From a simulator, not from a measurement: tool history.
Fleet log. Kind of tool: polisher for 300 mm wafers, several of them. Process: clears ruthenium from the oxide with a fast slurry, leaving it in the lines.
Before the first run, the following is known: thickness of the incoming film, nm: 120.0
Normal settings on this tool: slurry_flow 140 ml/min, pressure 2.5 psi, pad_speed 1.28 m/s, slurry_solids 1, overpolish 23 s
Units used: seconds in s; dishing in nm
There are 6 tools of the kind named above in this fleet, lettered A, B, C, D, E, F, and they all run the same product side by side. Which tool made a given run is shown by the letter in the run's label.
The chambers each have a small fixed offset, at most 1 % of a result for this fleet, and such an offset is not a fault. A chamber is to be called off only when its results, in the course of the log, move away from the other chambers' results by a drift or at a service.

run 1B hour=12.1 | slurry_flow=140 pressure=2.5 pad_speed=1.28 slurry_solids=1 overpolish=23 | seconds=26.664 dishing=31.521
run 2D hour=19.1 | slurry_flow=140 pressure=2.5 pad_speed=1.28 slurry_solids=1 overpolish=23 | seconds=28.197 dishing=30.235
run 3E hour=26.6 | slurry_flow=140 pressure=2.5 pad_speed=1.28 slurry_solids=1 overpolish=23 | seconds=28.213 dishing=30.977
-- hour=26.9 chamber E: worn pad replaced by a new one
-- hour=28.6 chamber F: slurry blender recalibrated
run 4F hour=36.9 | slurry_flow=140 pressure=2.5 pad_speed=1.28 slurry_solids=1 overpolish=23 | seconds=27.218 dishing=31.985
run 5C hour=48.8 | slurry_flow=140 pressure=2.5 pad_speed=1.28 slurry_solids=1 overpolish=23 | seconds=26.878 dishing=31.215
run 6A hour=56.5 | slurry_flow=140 pressure=2.5 pad_speed=1.28 slurry_solids=1 overpolish=23 | seconds=27.784 dishing=31.557
-- hour=62.5 chamber C: worn pad replaced by a new one
-- hour=65.7 chamber C: slurry nozzle cleaned
-- hour=65.9 chamber A: worn pad replaced by a new one
run 7D hour=67.9 | slurry_flow=140 pressure=2.5 pad_speed=1.28 slurry_solids=1 overpolish=23 | seconds=27.604 dishing=31.592
-- hour=77.2 chamber F: worn pad replaced by a new one
run 8B hour=81.2 | slurry_flow=140 pressure=2.5 pad_speed=1.28 slurry_solids=1 overpolish=23 | seconds=27.835 dishing=30.13
run 9A hour=91.2 | slurry_flow=140 pressure=2.5 pad_speed=1.28 slurry_solids=1 overpolish=23 | seconds=27.914 dishing=30.428
-- hour=92.5 chamber B: worn pad replaced by a new one
-- hour=93.4 chamber D: slurry blender recalibrated
run 10F hour=97.4 | slurry_flow=140 pressure=2.5 pad_speed=1.28 slurry_solids=1 overpolish=23 | seconds=26.712 dishing=31.888
-- hour=102.7 chamber D: worn pad replaced by a new one
run 11E hour=103.3 | slurry_flow=140 pressure=2.5 pad_speed=1.28 slurry_solids=1 overpolish=23 | seconds=27.108 dishing=30.951
-- hour=108.8 chamber E: worn pad replaced by a new one
run 12C hour=109.2 | slurry_flow=140 pressure=2.5 pad_speed=1.28 slurry_solids=1 overpolish=23 | seconds=28.825 dishing=31.745
run 13B hour=115.3 | slurry_flow=140 pressure=2.5 pad_speed=1.28 slurry_solids=1 overpolish=23 | seconds=27.8 dishing=31.07
run 14C hour=125.1 | slurry_flow=140 pressure=2.5 pad_speed=1.28 slurry_solids=1 overpolish=23 | seconds=27.685 dishing=30.97
-- hour=137.1 chamber B: slurry blender recalibrated
run 15A hour=137.5 | slurry_flow=140 pressure=2.5 pad_speed=1.28 slurry_solids=1 overpolish=23 | seconds=28.24 dishing=29.653
run 16F hour=146.3 | slurry_flow=180 pressure=2.1 pad_speed=1.28 slurry_solids=1 overpolish=23 | seconds=32.218 dishing=30.756
-- hour=152.1 chamber E: slurry nozzle cleaned
-- hour=157.9 chamber C: worn pad replaced by a new one
run 17D hour=158.1 | slurry_flow=180 pressure=2.1 pad_speed=1.28 slurry_solids=1 overpolish=23 | seconds=31.06 dishing=30.624
run 18E hour=167.3 | slurry_flow=180 pressure=2.1 pad_speed=1.28 slurry_solids=1 overpolish=23 | seconds=31.252 dishing=30.141
-- hour=170.2 chamber A: slurry blender recalibrated
-- hour=174.1 chamber F: worn pad replaced by a new one
run 19E hour=180.6 | slurry_flow=180 pressure=2.1 pad_speed=1.28 slurry_solids=1 overpolish=23 | seconds=31.714 dishing=30.041
-- hour=187.9 chamber F: slurry blender recalibrated
-- hour=189.6 chamber E: worn pad replaced by a new one
run 20B hour=190 | slurry_flow=180 pressure=2.1 pad_speed=1.28 slurry_solids=1 overpolish=23 | seconds=30.998 dishing=28.651
-- hour=190.6 chamber A: worn pad replaced by a new one
-- hour=196.8 chamber D: worn pad replaced by a new one
run 21C hour=201.7 | slurry_flow=180 pressure=2.1 pad_speed=1.28 slurry_solids=1 overpolish=23 | seconds=33.606 dishing=29.008
-- hour=202.5 chamber B: worn pad replaced by a new one
run 22D hour=214.3 | slurry_flow=140 pressure=2.5 pad_speed=1.28 slurry_solids=1 overpolish=15 | seconds=26.822 dishing=27.75
run 23A hour=225.3 | slurry_flow=140 pressure=2.5 pad_speed=1.28 slurry_solids=1 overpolish=15 | seconds=28.652 dishing=27.459
run 24F hour=232.1 | slurry_flow=140 pressure=2.5 pad_speed=1.28 slurry_solids=1 overpolish=15 | seconds=27.355 dishing=26.627
-- hour=235.9 chamber C: worn pad replaced by a new one
run 25D hour=241.6 | slurry_flow=140 pressure=2.5 pad_speed=1.28 slurry_solids=1 overpolish=15 | seconds=27.518 dishing=28.222
run 26B hour=254.5 | slurry_flow=140 pressure=2.5 pad_speed=1.28 slurry_solids=1 overpolish=15 | seconds=27.903 dishing=27.659
run 27F hour=261.5 | slurry_flow=140 pressure=2.5 pad_speed=1.28 slurry_solids=1 overpolish=15 | seconds=26.641 dishing=28.608
-- hour=266.4 chamber D: slurry nozzle cleaned
-- hour=267.9 chamber E: worn pad replaced by a new one
run 28A hour=272.8 | slurry_flow=140 pressure=2.5 pad_speed=1.28 slurry_solids=1 overpolish=23 | seconds=28.733 dishing=31.018
run 29C hour=284.1 | slurry_flow=140 pressure=2.5 pad_speed=1.28 slurry_solids=1 overpolish=23 | seconds=30.191 dishing=31.333
-- hour=286.9 chamber D: worn pad replaced by a new one
-- hour=292.5 chamber C: slurry nozzle cleaned
run 30E hour=297 | slurry_flow=140 pressure=2.5 pad_speed=1.28 slurry_solids=1 overpolish=23 | seconds=28.053 dishing=30.736
-- hour=300.8 chamber E: slurry blender recalibrated
-- hour=300.9 chamber F: worn pad replaced by a new one
-- hour=308.1 chamber B: worn pad replaced by a new one
run 31F hour=308.4 | slurry_flow=140 pressure=2.5 pad_speed=1.28 slurry_solids=1 overpolish=23 | seconds=28.035 dishing=31.287
-- hour=315.8 chamber A: worn pad replaced by a new one
-- hour=317.8 chamber C: worn pad replaced by a new one
run 32D hour=321.2 | slurry_flow=140 pressure=2.5 pad_speed=1.28 slurry_solids=1 overpolish=23 | seconds=27.034 dishing=30.575
run 33A hour=330.1 | slurry_flow=140 pressure=2.5 pad_speed=1.28 slurry_solids=1 overpolish=23 | seconds=28.259 dishing=32.376
-- hour=339 chamber B: slurry nozzle cleaned
run 34C hour=342.7 | slurry_flow=140 pressure=2.5 pad_speed=1.28 slurry_solids=1 overpolish=23 | seconds=31.782 dishing=31.193
-- hour=345 chamber F: slurry blender recalibrated
-- hour=349.1 chamber F: slurry nozzle cleaned
run 35E hour=351.5 | slurry_flow=140 pressure=2.5 pad_speed=1.28 slurry_solids=1 overpolish=23 | seconds=27.492 dishing=31.158
-- hour=354.7 chamber D: slurry blender recalibrated
-- hour=358.3 chamber E: worn pad replaced by a new one
-- hour=358.5 chamber B: slurry blender recalibrated
run 36B hour=361.2 | slurry_flow=140 pressure=2.5 pad_speed=1.28 slurry_solids=1 overpolish=23 | seconds=27.185 dishing=31.902
-- hour=369.5 chamber A: slurry nozzle cleaned
run 37D hour=372.6 | slurry_flow=140 pressure=2.5 pad_speed=1.42 slurry_solids=1 overpolish=23 | seconds=24.632 dishing=32.085
-- hour=373.3 chamber D: worn pad replaced by a new one
-- hour=376 chamber A: head pressure recalibrated
-- hour=380.9 chamber D: head pressure recalibrated
run 38E hour=384 | slurry_flow=140 pressure=2.5 pad_speed=1.42 slurry_solids=1 overpolish=23 | seconds=25.831 dishing=31.57
run 39C hour=395.9 | slurry_flow=140 pressure=2.5 pad_speed=1.42 slurry_solids=1 overpolish=23 | seconds=29.671 dishing=31.278
run 40F hour=405.8 | slurry_flow=140 pressure=2.5 pad_speed=1.42 slurry_solids=1 overpolish=23 | seconds=24.713 dishing=30.268
-- hour=410 chamber F: worn pad replaced by a new one
run 41B hour=414.2 | slurry_flow=140 pressure=2.5 pad_speed=1.42 slurry_solids=1 overpolish=23 | seconds=25.212 dishing=30.29
run 42A hour=427.1 | slurry_flow=140 pressure=2.5 pad_speed=1.42 slurry_solids=1 overpolish=23 | seconds=24.947 dishing=31.768
run 43D hour=439 | slurry_flow=140 pressure=2.5 pad_speed=1.28 slurry_solids=1 overpolish=23 | seconds=26.852 dishing=31.478
run 44F hour=445.7 | slurry_flow=140 pressure=2.5 pad_speed=1.28 slurry_solids=1 overpolish=23 | seconds=27.935 dishing=31.008

Which is it: a chamber that has drifted or been left off by a service, a gauge drift common to all chambers, or only each chamber's usual small offset? If a chamber is off, name it and its likeliest cause.

Chamber C drifts away from the others.
Most likely cause: abrasive missing from the slurry, % = 34.5.

Below are 4 candidate recipes for chamber C's next run, each the usual settings with a change, their results shown as question marks. Which of them brings C's results back in line with what the other chambers give on the usual settings?
Allowed miss from the other chambers' usual-settings mean, per result, to count as in line: seconds 1.9 s; dishing 2.5 nm
run 45C-1 hour=455.3 | slurry_flow=140 pressure=2.4 pad_speed=1.22 slurry_solids=1 overpolish=24 | seconds=? dishing=?
run 45C-2 hour=455.3 | slurry_flow=140 pressure=2.6 pad_speed=1.34 slurry_solids=1 overpolish=22 | seconds=? dishing=?
run 45C-3 hour=455.3 | slurry_flow=145 pressure=2.8 pad_speed=1.4 slurry_solids=1.05 overpolish=22 | seconds=? dishing=?
run 45C-4 hour=455.3 | slurry_flow=135 pressure=2.3 pad_speed=1.16 slurry_solids=0.95 overpolish=25 | seconds=? dishing=?

Other chambers, usual settings, mean: seconds 27.576 s; dishing 31.166 nm
run=45C-1 seconds=38.074 dishing=29.64
run=45C-2 seconds=32.002 dishing=30.365
run=45C-3 seconds=27.498 dishing=31.449
run=45C-4 seconds=43.336 dishing=28.826
Change 45C-3 lands the chamber within the allowed miss of the other chambers.

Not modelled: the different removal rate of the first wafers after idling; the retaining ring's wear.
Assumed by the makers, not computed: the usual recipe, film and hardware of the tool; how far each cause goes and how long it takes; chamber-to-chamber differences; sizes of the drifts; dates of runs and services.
